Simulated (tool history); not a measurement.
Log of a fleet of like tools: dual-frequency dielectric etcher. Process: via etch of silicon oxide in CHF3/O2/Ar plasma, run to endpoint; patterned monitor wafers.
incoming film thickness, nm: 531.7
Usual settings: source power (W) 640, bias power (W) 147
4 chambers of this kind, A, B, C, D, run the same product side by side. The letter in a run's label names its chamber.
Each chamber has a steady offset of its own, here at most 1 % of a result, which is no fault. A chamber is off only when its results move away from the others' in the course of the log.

run	hour	source power (W)	bias power (W)	endpoint time (s)
1D	4	640	147	283.88
2A	9.7	640	147	280.1
3C	16.8	640	147	279.47
4B	23.7	640	147	283.82
# hour 24.3: chamber D: wet clean of the chamber
5B	31	640	147	285.22
6D	36	640	147	281.25
7C	42.3	640	147	280.66
8A	47.5	720	147	268.87
9D	53.4	720	147	269.13
10C	60.3	720	147	266.88
11A	68.5	720	147	268.94
12B	74.7	640	147	286.46
13A	81.8	640	147	282.01
14C	90.4	640	147	280.05
15D	97.6	760	167	252.87
16B	105.6	760	167	261.4
17A	109.8	760	167	252.28
18D	118.2	760	167	251.89
19B	124.6	640	147	290.86
20C	130	640	147	278.24
21B	134.7	640	147	289.63
22C	141.7	760	147	259.49
23D	148.3	760	147	264.86
24A	154.6	760	147	262.65
25A	162.9	760	147	263.76
26C	171	640	147	278.51
27B	178.2	640	147	291.31
28D	187	640	147	280.92
29C	192.9	580	135	297.76
30D	200.1	580	135	300.74
31B	208.2	580	135	314.41
32A	216	580	135	299.3
33B	222.6	640	147	296
34D	229.1	780	166	251.95
35C	235	780	166	248.53
36A	243.7	780	166	252.41
37A	250	780	166	248.01

Is one chamber off against the others, does the gauge drift, or is nothing wrong? If a chamber is off, say which, and what the likeliest cause is.

Chamber B drifts away from the others.
Cause: etch rate under this chamber's usual, % = 5.29.

Here are 4 candidates for chamber B's next run, each the usual settings with a change, their results left as question marks. Which one brings its results back in line with what the others give on the usual settings?
In line means no further than this from the other chambers' mean on the usual settings: endpoint time (s) 4.8
38B-1	256.6	820	147	?
38B-2	256.6	550	129	?
38B-3	256.6	540	147	?
38B-4	256.6	700	158	?

The other chambers' mean on the usual settings: endpoint time (s) 280.55
run	endpoint time (s)
38B-1	269.67
38B-2	327.68
38B-3	316.39
38B-4	279.97
38B-4 brings the chamber back in line.
